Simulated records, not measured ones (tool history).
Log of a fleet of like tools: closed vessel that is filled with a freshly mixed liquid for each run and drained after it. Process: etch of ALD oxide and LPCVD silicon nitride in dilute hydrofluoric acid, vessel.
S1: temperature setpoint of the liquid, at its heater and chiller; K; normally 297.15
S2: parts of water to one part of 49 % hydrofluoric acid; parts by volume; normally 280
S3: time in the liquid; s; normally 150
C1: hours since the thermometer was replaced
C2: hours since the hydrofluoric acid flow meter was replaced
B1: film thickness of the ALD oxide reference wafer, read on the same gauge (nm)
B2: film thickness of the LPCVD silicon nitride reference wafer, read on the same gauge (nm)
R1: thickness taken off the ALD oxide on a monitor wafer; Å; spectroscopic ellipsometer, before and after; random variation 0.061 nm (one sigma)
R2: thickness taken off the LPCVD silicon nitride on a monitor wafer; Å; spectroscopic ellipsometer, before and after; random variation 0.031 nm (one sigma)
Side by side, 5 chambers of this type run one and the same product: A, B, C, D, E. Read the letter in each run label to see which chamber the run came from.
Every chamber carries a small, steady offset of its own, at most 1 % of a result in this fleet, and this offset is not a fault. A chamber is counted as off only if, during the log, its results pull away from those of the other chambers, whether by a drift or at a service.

Run 1A, hour 9.1: usual settings; C1 12.6; C2 1342.9; B1 110.01; B2 139.99. Result: R1 73.297 Å, R2 2.5351 Å.
Run 2E, hour 17.8: usual settings; C1 686.8; C2 1705; B1 110; B2 139.99. Result: R1 73.109 Å, R2 2.6233 Å.
Run 3B, hour 27: usual settings; C1 168.3; C2 1958.5; B1 110; B2 140.01. Result: R1 73.687 Å, R2 2.4217 Å.
Run 4D, hour 35.7: usual settings; C1 781; C2 302.7; B1 110.01; B2 140.02. Result: R1 72.377 Å, R2 2.7449 Å.
Run 5C, hour 42.6: usual settings but S1 293.15 K; C1 145; C2 837; B1 110; B2 140. Result: R1 63.149 Å, R2 2.4331 Å.
Run 6D, hour 50.8: usual settings but S1 293.15 K; C1 796.1; C2 317.8; B1 109.99; B2 139.97. Result: R1 63.187 Å, R2 2.1752 Å.
Run 7B, hour 60.2: usual settings but S1 293.15 K; C1 201.5; C2 1991.7; B1 110.03; B2 139.99. Result: R1 63.975 Å, R2 2.1441 Å.
Run 8E, hour 69.7: usual settings but S1 293.15 K; C1 738.7; C2 1756.9; B1 109.97; B2 140. Result: R1 64.159 Å, R2 1.8096 Å.
Run 9C, hour 78.9: usual settings but S1 293.15 K; C1 181.3; C2 873.3; B1 110.04; B2 140. Result: R1 63.48 Å, R2 2.2288 Å.
Run 10A, hour 87.4: usual settings; C1 90.9; C2 1421.2; B1 109.97; B2 139.99. Result: R1 72.611 Å, R2 2.7009 Å.
Run 11E, hour 94.6: usual settings; C1 763.6; C2 1781.8; B1 110; B2 139.99. Result: R1 74.437 Å, R2 2.4977 Å.
Run 12C, hour 105.1: usual settings; C1 207.5; C2 899.5; B1 109.99; B2 139.99. Result: R1 73.65 Å, R2 2.4207 Å.
Run 13A, hour 110.8: usual settings; C1 114.3; C2 1444.6; B1 109.95; B2 140.01. Result: R1 73.673 Å, R2 2.1352 Å.
Run 14B, hour 116.4: usual settings but S3 230 s; C1 257.7; C2 2047.9; B1 109.98; B2 139.99. Result: R1 111.21 Å, R2 3.2757 Å.
Run 15D, hour 125.6: usual settings but S3 230 s; C1 870.9; C2 392.6; B1 110.01; B2 140. Result: R1 115.23 Å, R2 3.2299 Å.
Run 16C, hour 132.8: usual settings but S3 230 s; C1 235.2; C2 927.2; B1 109.95; B2 140. Result: R1 112.58 Å, R2 3.1945 Å.
Run 17A, hour 144: usual settings but S3 230 s; C1 147.5; C2 1477.8; B1 110.03; B2 139.99. Result: R1 109.91 Å, R2 4.0404 Å.
Run 18E, hour 150.1: usual settings but S3 230 s; C1 819.1; C2 1837.3; B1 110.03; B2 140. Result: R1 112.95 Å, R2 4.5428 Å.
Run 19D, hour 156.5: usual settings; C1 901.8; C2 423.5; B1 110.02; B2 140. Result: R1 75.548 Å, R2 1.8926 Å.
Run 20B, hour 163.5: usual settings but S1 299.15 K, S3 120 s; C1 304.8; C2 2095; B1 110.01; B2 139.99. Result: R1 62.956 Å, R2 3.0214 Å.
Run 21B, hour 174.5: usual settings but S1 299.15 K, S3 120 s; C1 315.8; C2 2106; B1 109.97; B2 140.01. Result: R1 62.776 Å, R2 2.4538 Å.
Run 22A, hour 184.9: usual settings but S1 299.15 K, S3 120 s; C1 188.4; C2 1518.7; B1 109.98; B2 140. Result: R1 62.397 Å, R2 1.773 Å.
Run 23C, hour 191.8: usual settings but S1 299.15 K, S3 120 s; C1 294.2; C2 986.2; B1 109.96; B2 139.99. Result: R1 63.209 Å, R2 2.1089 Å.
At hour 193.1: chamber B: hydrofluoric acid flow meter replaced.
Run 24D, hour 197.2: usual settings but S1 299.15 K, S3 120 s; C1 942.5; C2 464.2; B1 110.02; B2 140. Result: R1 66.243 Å, R2 2.4248 Å.
Run 25E, hour 206: usual settings but S1 301.65 K, S2 395 parts by volume; C1 875; C2 1893.2; B1 109.99; B2 140.02. Result: R1 54.307 Å, R2 2.3174 Å.
Run 26A, hour 213.8: usual settings but S1 301.65 K, S2 395 parts by volume; C1 217.3; C2 1547.6; B1 110.01; B2 140.01. Result: R1 53.63 Å, R2 2.2761 Å.
Run 27C, hour 220.2: usual settings but S1 301.65 K, S2 395 parts by volume; C1 322.6; C2 1014.6; B1 110.02; B2 139.99. Result: R1 54.281 Å, R2 2.1779 Å.
Run 28E, hour 227.1: usual settings but S1 301.65 K, S2 395 parts by volume; C1 896.1; C2 1914.3; B1 110; B2 139.99. Result: R1 53.712 Å, R2 2.1203 Å.
Run 29B, hour 232.5: usual settings but S1 301.65 K, S2 395 parts by volume; C1 373.8; C2 39.4; B1 109.98; B2 139.99. Result: R1 53.888 Å, R2 2.3384 Å.
Run 30D, hour 243.3: usual settings; C1 988.6; C2 510.3; B1 110.03; B2 139.99. Result: R1 79.091 Å, R2 2.2652 Å.

Each of the 5 chambers runs these same settings next. Fill in every chamber's results:
Run 31A, hour 251.3: usual settings but S2 180 parts by volume. Result: R1 ?, R2 ?.
Run 31B, hour 251.3: usual settings but S2 180 parts by volume. Result: R1 ?, R2 ?.
Run 31C, hour 251.3: usual settings but S2 180 parts by volume. Result: R1 ?, R2 ?.
Run 31D, hour 251.3: usual settings but S2 180 parts by volume. Result: R1 ?, R2 ?.
Run 31E, hour 251.3: usual settings but S2 180 parts by volume. Result: R1 ?, R2 ?.

run      R1      R2
31A  125.39  3.6679
31B  125.27  4.2588
31C  127.04  3.9048
31D  138.48  3.9573
31E  128.42  4.4996
